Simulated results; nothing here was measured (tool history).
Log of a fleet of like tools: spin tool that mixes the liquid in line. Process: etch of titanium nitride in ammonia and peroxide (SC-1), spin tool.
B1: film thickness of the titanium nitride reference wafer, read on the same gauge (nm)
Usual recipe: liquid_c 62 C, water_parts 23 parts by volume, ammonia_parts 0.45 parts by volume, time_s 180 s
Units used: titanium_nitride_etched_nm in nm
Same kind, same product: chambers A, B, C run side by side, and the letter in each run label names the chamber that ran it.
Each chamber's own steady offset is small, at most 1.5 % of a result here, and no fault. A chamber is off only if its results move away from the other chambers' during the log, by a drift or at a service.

{"run": "1B", "hour": 2.4, "liquid_c": 62, "water_parts": 23, "ammonia_parts": 0.45, "time_s": 180, "B1": 110.0, "titanium_nitride_etched_nm": 13.673}
{"run": "2A", "hour": 6.5, "liquid_c": 62, "water_parts": 23, "ammonia_parts": 0.45, "time_s": 180, "B1": 110.02, "titanium_nitride_etched_nm": 14.166}
{"run": "3C", "hour": 8.5, "liquid_c": 62, "water_parts": 23, "ammonia_parts": 0.45, "time_s": 180, "B1": 110.0, "titanium_nitride_etched_nm": 13.972}
{"run": "4C", "hour": 11.9, "liquid_c": 62, "water_parts": 23, "ammonia_parts": 0.45, "time_s": 180, "B1": 110.01, "titanium_nitride_etched_nm": 13.81}
{"run": "5B", "hour": 15.0, "liquid_c": 62, "water_parts": 23, "ammonia_parts": 0.45, "time_s": 180, "B1": 109.98, "titanium_nitride_etched_nm": 13.743}
{"run": "6A", "hour": 18.4, "liquid_c": 62, "water_parts": 23, "ammonia_parts": 0.45, "time_s": 180, "B1": 109.97, "titanium_nitride_etched_nm": 14.095}
{"run": "7B", "hour": 22.3, "liquid_c": 62, "water_parts": 23, "ammonia_parts": 0.45, "time_s": 180, "B1": 109.97, "titanium_nitride_etched_nm": 13.77}
{"run": "8C", "hour": 26.4, "liquid_c": 62, "water_parts": 23, "ammonia_parts": 0.45, "time_s": 180, "B1": 110.02, "titanium_nitride_etched_nm": 14.0}
{"run": "9A", "hour": 28.9, "liquid_c": 62, "water_parts": 23, "ammonia_parts": 0.45, "time_s": 180, "B1": 110.01, "titanium_nitride_etched_nm": 13.795}
{"run": "10B", "hour": 31.3, "liquid_c": 62, "water_parts": 23, "ammonia_parts": 0.45, "time_s": 180, "B1": 110.02, "titanium_nitride_etched_nm": 13.699}
{"run": "11C", "hour": 35.4, "liquid_c": 70, "water_parts": 23, "ammonia_parts": 0.45, "time_s": 135, "B1": 110.0, "titanium_nitride_etched_nm": 17.025}
{"run": "12A", "hour": 37.9, "liquid_c": 70, "water_parts": 23, "ammonia_parts": 0.45, "time_s": 135, "B1": 110.0, "titanium_nitride_etched_nm": 17.216}
{"run": "13C", "hour": 39.9, "liquid_c": 70, "water_parts": 23, "ammonia_parts": 0.45, "time_s": 135, "B1": 110.0, "titanium_nitride_etched_nm": 17.069}
{"run": "14A", "hour": 42.9, "liquid_c": 62, "water_parts": 23, "ammonia_parts": 0.45, "time_s": 180, "B1": 109.96, "titanium_nitride_etched_nm": 14.048}
{"run": "15B", "hour": 47.1, "liquid_c": 62, "water_parts": 23, "ammonia_parts": 0.45, "time_s": 180, "B1": 109.99, "titanium_nitride_etched_nm": 14.038}
{"run": "16C", "hour": 49.7, "liquid_c": 54, "water_parts": 23, "ammonia_parts": 0.45, "time_s": 180, "B1": 110.01, "titanium_nitride_etched_nm": 8.2158}
{"run": "17A", "hour": 52.7, "liquid_c": 54, "water_parts": 23, "ammonia_parts": 0.45, "time_s": 180, "B1": 109.97, "titanium_nitride_etched_nm": 8.3228}
{"run": "18B", "hour": 56.0, "liquid_c": 54, "water_parts": 23, "ammonia_parts": 0.45, "time_s": 180, "B1": 109.99, "titanium_nitride_etched_nm": 8.4892}
{"run": "19C", "hour": 58.0, "liquid_c": 62, "water_parts": 23, "ammonia_parts": 0.45, "time_s": 180, "B1": 109.98, "titanium_nitride_etched_nm": 13.719}
{"run": "20B", "hour": 60.2, "liquid_c": 62, "water_parts": 23, "ammonia_parts": 0.45, "time_s": 180, "B1": 109.99, "titanium_nitride_etched_nm": 14.543}
{"run": "21A", "hour": 63.6, "liquid_c": 62, "water_parts": 23, "ammonia_parts": 0.45, "time_s": 180, "B1": 109.99, "titanium_nitride_etched_nm": 13.918}
{"run": "22B", "hour": 67.8, "liquid_c": 62, "water_parts": 34, "ammonia_parts": 0.45, "time_s": 180, "B1": 110.0, "titanium_nitride_etched_nm": 11.93}
{"run": "23A", "hour": 70.3, "liquid_c": 62, "water_parts": 34, "ammonia_parts": 0.45, "time_s": 180, "B1": 110.0, "titanium_nitride_etched_nm": 11.322}
{"run": "24C", "hour": 73.1, "liquid_c": 62, "water_parts": 34, "ammonia_parts": 0.45, "time_s": 180, "B1": 109.99, "titanium_nitride_etched_nm": 10.996}
{"run": "25C", "hour": 75.1, "liquid_c": 62, "water_parts": 23, "ammonia_parts": 0.45, "time_s": 180, "B1": 110.01, "titanium_nitride_etched_nm": 13.838}
{"run": "26A", "hour": 77.4, "liquid_c": 62, "water_parts": 23, "ammonia_parts": 0.45, "time_s": 180, "B1": 110.0, "titanium_nitride_etched_nm": 14.06}
{"run": "27B", "hour": 81.0, "liquid_c": 62, "water_parts": 23, "ammonia_parts": 0.45, "time_s": 180, "B1": 109.96, "titanium_nitride_etched_nm": 15.302}

All 3 chambers run these settings next. Forecast each chamber's results:
{"run": "28A", "hour": 84.1, "liquid_c": 62, "water_parts": 23, "ammonia_parts": 0.35, "time_s": 180, "titanium_nitride_etched_nm": "?"}
{"run": "28B", "hour": 84.1, "liquid_c": 62, "water_parts": 23, "ammonia_parts": 0.35, "time_s": 180, "titanium_nitride_etched_nm": "?"}
{"run": "28C", "hour": 84.1, "liquid_c": 62, "water_parts": 23, "ammonia_parts": 0.35, "time_s": 180, "titanium_nitride_etched_nm": "?"}

run=28A titanium_nitride_etched_nm=13.4820
run=28B titanium_nitride_etched_nm=14.8000
run=28C titanium_nitride_etched_nm=13.4350
